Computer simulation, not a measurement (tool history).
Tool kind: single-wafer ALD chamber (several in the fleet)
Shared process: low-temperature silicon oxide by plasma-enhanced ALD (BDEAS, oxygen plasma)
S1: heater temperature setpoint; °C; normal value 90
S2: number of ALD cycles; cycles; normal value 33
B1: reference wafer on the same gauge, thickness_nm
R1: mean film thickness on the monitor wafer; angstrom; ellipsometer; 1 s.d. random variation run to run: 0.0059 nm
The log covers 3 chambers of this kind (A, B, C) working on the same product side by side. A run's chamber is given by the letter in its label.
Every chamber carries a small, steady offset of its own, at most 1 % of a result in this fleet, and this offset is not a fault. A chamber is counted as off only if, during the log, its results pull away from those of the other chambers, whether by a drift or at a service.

run,hour,S1,S2,B1,R1
1B,11.8,90,33,4.4010,48.767
2C,23.0,90,33,4.4023,48.741
3A,32.6,90,33,4.4002,48.427
4C,40.7,90,33,4.4034,48.758
5A,54.8,90,33,4.4049,48.498
6B,66.6,90,33,4.4031,48.864
7A,82.6,90,33,4.4056,48.455
8B,90.9,101,31,4.4064,44.070
9C,106.8,101,31,4.4085,44.206
10C,120.5,101,31,4.4088,44.166
11B,136.7,90,33,4.4095,48.820
12A,152.8,90,35,4.4103,51.486
13A,165.4,90,35,4.4103,51.389
14B,174.9,90,35,4.4127,51.726
15C,184.1,90,33,4.4125,48.781
16A,200.1,90,33,4.4137,48.461
17C,207.1,90,33,4.4123,48.816
18B,221.8,90,33,4.4134,48.813
19C,229.2,90,33,4.4153,48.883
20B,245.5,90,33,4.4168,48.930
21A,260.4,90,33,4.4169,48.618
22A,274.3,90,33,4.4184,48.581
23C,284.7,90,33,4.4185,48.934
24B,293.0,90,33,4.4195,48.909
25C,302.5,90,33,4.4200,48.892
26B,315.4,90,33,4.4219,48.866

Is one chamber out of step, is the gauge drifting, or do the chambers differ by no more than their own small offsets? For an off chamber, give its letter and the likeliest cause.

Gauge drift. The chambers move together only on paper, and none stands off.
Most likely cause: gauge reads high (%) = 0.505.
